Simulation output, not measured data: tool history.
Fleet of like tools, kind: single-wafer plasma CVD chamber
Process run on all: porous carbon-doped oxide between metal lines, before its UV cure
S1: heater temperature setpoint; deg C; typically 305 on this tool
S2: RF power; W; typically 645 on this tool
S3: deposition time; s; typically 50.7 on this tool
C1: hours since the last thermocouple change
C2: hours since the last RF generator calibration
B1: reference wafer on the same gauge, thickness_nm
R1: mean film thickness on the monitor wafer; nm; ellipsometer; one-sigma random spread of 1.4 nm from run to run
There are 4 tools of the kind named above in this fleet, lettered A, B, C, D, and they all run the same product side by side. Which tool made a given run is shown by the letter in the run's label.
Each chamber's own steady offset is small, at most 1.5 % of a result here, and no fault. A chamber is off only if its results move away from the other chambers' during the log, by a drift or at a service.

Run 1B, hour 6.4: usual settings; C1 819.6; C2 706.4; B1 251.85. Result: R1 311.5 nm.
Run 2C, hour 11.7: usual settings; C1 377.2; C2 1128; B1 251.99. Result: R1 310.06 nm.
Run 3D, hour 20.3: usual settings; C1 2266.6; C2 699.5; B1 252.1. Result: R1 314.6 nm.
Run 4A, hour 29.9: usual settings; C1 291.2; C2 53.2; B1 251.77. Result: R1 315.43 nm.
Run 5B, hour 35.7: usual settings but S3 46.9 s; C1 848.9; C2 735.7; B1 252.19. Result: R1 290.55 nm.
Run 6C, hour 45.5: usual settings but S3 46.9 s; C1 411; C2 1161.8; B1 252.3. Result: R1 287.19 nm.
Run 7A, hour 51.1: usual settings but S3 46.9 s; C1 312.4; C2 74.4; B1 252.09. Result: R1 291.12 nm.
Run 8D, hour 56.2: usual settings but S3 46.9 s; C1 2302.5; C2 735.4; B1 251.82. Result: R1 291.74 nm.
Run 9B, hour 62.4: usual settings; C1 875.6; C2 762.4; B1 252.18. Result: R1 311.99 nm.
Run 10C, hour 70.4: usual settings; C1 435.9; C2 1186.7; B1 252.26. Result: R1 311.46 nm.
Run 11D, hour 77: usual settings; C1 2323.3; C2 756.2; B1 252.16. Result: R1 312.75 nm.
Run 12A, hour 82.1: usual settings but S1 319 deg C, S3 57.7 s; C1 343.4; C2 105.4; B1 251.81. Result: R1 334.04 nm.
Run 13A, hour 92: usual settings but S1 319 deg C, S3 57.7 s; C1 353.3; C2 115.3; B1 252.07. Result: R1 333.08 nm.
At hour 96.7: chamber D: thermocouple changed; heater temperature recalibrated.
Run 14B, hour 100: usual settings but S1 319 deg C, S3 57.7 s; C1 913.2; C2 800; B1 252.23. Result: R1 329.81 nm.
Run 15D, hour 104.7: usual settings but S1 319 deg C, S3 57.7 s; C1 8.1; C2 783.9; B1 252.03. Result: R1 331.01 nm.
Run 16C, hour 112.7: usual settings; C1 478.2; C2 1229; B1 252.18. Result: R1 312.84 nm.
Run 17A, hour 121.2: usual settings; C1 382.5; C2 144.5; B1 252.26. Result: R1 313.81 nm.
Run 18C, hour 127: usual settings; C1 492.5; C2 1243.3; B1 251.92. Result: R1 309.63 nm.
Run 19B, hour 136.8: usual settings; C1 950; C2 836.8; B1 251.75. Result: R1 312.06 nm.
Run 20D, hour 143.8: usual settings; C1 47.2; C2 823; B1 251.85. Result: R1 311.92 nm.
Run 21B, hour 150.3: usual settings; C1 963.5; C2 850.3; B1 252.12. Result: R1 315.24 nm.
Run 22D, hour 157.7: usual settings; C1 61.1; C2 836.9; B1 251.84. Result: R1 314.39 nm.
Run 23C, hour 162.5: usual settings; C1 528; C2 1278.8; B1 252.12. Result: R1 310.48 nm.
Run 24A, hour 167.7: usual settings; C1 429; C2 191; B1 251.92. Result: R1 313.26 nm.
Run 25B, hour 176.4: usual settings; C1 989.6; C2 876.4; B1 252.27. Result: R1 310.72 nm.
Run 26A, hour 183.9: usual settings but S3 55.8 s; C1 445.2; C2 207.2; B1 251.97. Result: R1 349.28 nm.
Run 27C, hour 189.5: usual settings but S3 55.8 s; C1 555; C2 1305.8; B1 251.7. Result: R1 338.94 nm.
Run 28D, hour 196.9: usual settings but S3 55.8 s; C1 100.3; C2 876.1; B1 252.24. Result: R1 345.89 nm.
Run 29C, hour 202.1: usual settings but S3 55.8 s; C1 567.6; C2 1318.4; B1 251.71. Result: R1 340.62 nm.
Run 30A, hour 212.1: usual settings; C1 473.4; C2 235.4; B1 251.79. Result: R1 313.32 nm.
Run 31D, hour 220.9: usual settings; C1 124.3; C2 900.1; B1 252.13. Result: R1 313.1 nm.
Run 32B, hour 227.9: usual settings; C1 1041.1; C2 927.9; B1 251.87. Result: R1 312.05 nm.
Run 33D, hour 237.8: usual settings; C1 141.2; C2 917; B1 252.05. Result: R1 314.25 nm.
Run 34C, hour 244.4: usual settings; C1 609.9; C2 1360.7; B1 251.84. Result: R1 311.3 nm.
Run 35B, hour 249.2: usual settings; C1 1062.4; C2 949.2; B1 252.15. Result: R1 312.05 nm.
Run 36A, hour 257.6: usual settings; C1 518.9; C2 280.9; B1 251.98. Result: R1 313.53 nm.
Run 37D, hour 266.8: usual settings; C1 170.2; C2 946; B1 251.74. Result: R1 314.55 nm.
Run 38A, hour 275.4: usual settings; C1 536.7; C2 298.7; B1 251.95. Result: R1 314.12 nm.
Run 39C, hour 281.3: usual settings; C1 646.8; C2 1397.6; B1 251.76. Result: R1 309.62 nm.
Run 40B, hour 290.4: usual settings; C1 1103.6; C2 990.4; B1 251.87. Result: R1 312.32 nm.
Run 41A, hour 297.6: usual settings; C1 558.9; C2 320.9; B1 251.85. Result: R1 315.11 nm.
Run 42B, hour 307.6: usual settings but S1 294 deg C; C1 1120.8; C2 1007.6; B1 251.92. Result: R1 330.67 nm.
Run 43D, hour 316.4: usual settings but S1 294 deg C; C1 219.8; C2 995.6; B1 252.19. Result: R1 332.05 nm.
Run 44C, hour 323.9: usual settings but S1 294 deg C; C1 689.4; C2 1440.2; B1 251.75. Result: R1 333.97 nm.

Next, all 4 chambers run the settings below, one line each with question marks for the results. What does each chamber give?
Run 45A, hour 331.2: usual settings but S3 58.8 s. Result: R1 ?.
Run 45B, hour 331.2: usual settings but S3 58.8 s. Result: R1 ?.
Run 45C, hour 331.2: usual settings but S3 58.8 s. Result: R1 ?.
Run 45D, hour 331.2: usual settings but S3 58.8 s. Result: R1 ?.

run      R1
45A  365.55
45B  361.28
45C  360.46
45D  363.05

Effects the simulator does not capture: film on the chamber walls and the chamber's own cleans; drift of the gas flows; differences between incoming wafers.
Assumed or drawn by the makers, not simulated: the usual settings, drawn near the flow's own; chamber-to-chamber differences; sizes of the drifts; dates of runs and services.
